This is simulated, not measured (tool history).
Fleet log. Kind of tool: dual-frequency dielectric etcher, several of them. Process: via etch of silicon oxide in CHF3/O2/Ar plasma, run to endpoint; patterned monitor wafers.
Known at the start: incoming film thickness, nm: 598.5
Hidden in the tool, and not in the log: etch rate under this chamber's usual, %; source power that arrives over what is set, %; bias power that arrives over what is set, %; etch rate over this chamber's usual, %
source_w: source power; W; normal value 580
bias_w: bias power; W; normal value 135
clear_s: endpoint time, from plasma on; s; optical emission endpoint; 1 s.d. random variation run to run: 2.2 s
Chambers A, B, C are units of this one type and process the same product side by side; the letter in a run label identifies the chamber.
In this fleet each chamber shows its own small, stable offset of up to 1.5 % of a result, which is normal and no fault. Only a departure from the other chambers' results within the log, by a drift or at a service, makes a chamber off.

run	day	source_w	bias_w	hours since the last wet clean	hours since the last source power generator calibration	hours since the last bias power generator calibration	clear_s
1C	0.283	580	135	397.7	768.7	4354.9	332.01
2A	0.546	580	135	471.4	2831.4	1580.5	341.38
3B	0.908	580	135	322.7	175.7	1414.7	336.66
4A	1.233	580	135	487.9	2847.9	1597	341.72
5C	1.504	480	161	427	798	4384.2	340.2
6B	1.842	480	161	345.1	198.1	1437.1	340.88
7A	2.05	480	161	507.5	2867.5	1616.6	340.36
8B	2.262	580	135	355.2	208.2	1447.2	334.23
9C	2.525	580	135	451.5	822.5	4408.7	331.88
10B	2.754	580	135	367	220	1459	336.91
# day 2.812: chamber C: wet clean of the chamber
11C	2.967	580	135	3.7	833.1	4419.3	328.57
12A	3.188	580	135	534.8	2894.8	1643.9	340.47
# day 3.196: chamber C: bias power generator calibrated
# day 3.212: chamber A: wet clean of the chamber
13C	3.45	580	135	15.3	844.7	6.1	335.89
14A	3.662	580	135	10.9	2906.2	1655.3	352.44
15B	3.929	580	111	395.2	248.2	1487.2	357.65
16A	4.233	580	111	24.6	2919.9	1669	377.26
17B	4.404	580	111	406.6	259.6	1498.6	355.81
18C	4.579	580	135	42.4	871.8	33.2	333.52
19C	4.938	580	135	51	880.4	41.8	333.69
20B	5.117	520	147	423.7	276.7	1515.7	344.14
21A	5.292	520	147	50	2945.3	1694.4	356.6
22C	5.492	520	147	64.3	893.7	55.1	337.16
23B	5.775	580	135	439.5	292.5	1531.5	335.72
24A	6.108	460	112	69.6	2964.9	1714	412.63
25C	6.304	460	112	83.8	913.2	74.6	385.29
26B	6.55	460	112	458.1	311.1	1550.1	387.85
27A	6.796	580	135	86.1	2981.4	1730.5	353.26
28A	7.142	580	135	94.4	2989.7	1738.8	353.85
29B	7.312	580	135	476.4	329.4	1568.4	332.72
30C	7.658	580	135	116.3	945.7	107.1	331.84

Which is it: a chamber that has drifted or been left off by a service, a gauge drift common to all chambers, or only each chamber's usual small offset? If a chamber is off, name it and its likeliest cause.

After it was serviced, chamber A no longer matches the other chambers.
What lies behind it: etch rate under this chamber's usual, % = 3.85.

Which of the 4 candidates below, each the usual settings with something changed and its results left as question marks, puts chamber A back in line with what the other chambers give on the usual settings?
In-line tolerance around the mean of the other chambers on the usual settings: clear_s 7.6 s
31A-1	7.921	440	135				?
31A-2	7.921	760	135				?
31A-3	7.921	530	125				?
31A-4	7.921	580	158				?

What the other chambers average on the usual settings: clear_s 333.95 s
run	clear_s
31A-1	392.79
31A-2	317.51
31A-3	374.51
31A-4	335.3
31A-4 brings the chamber back in line.
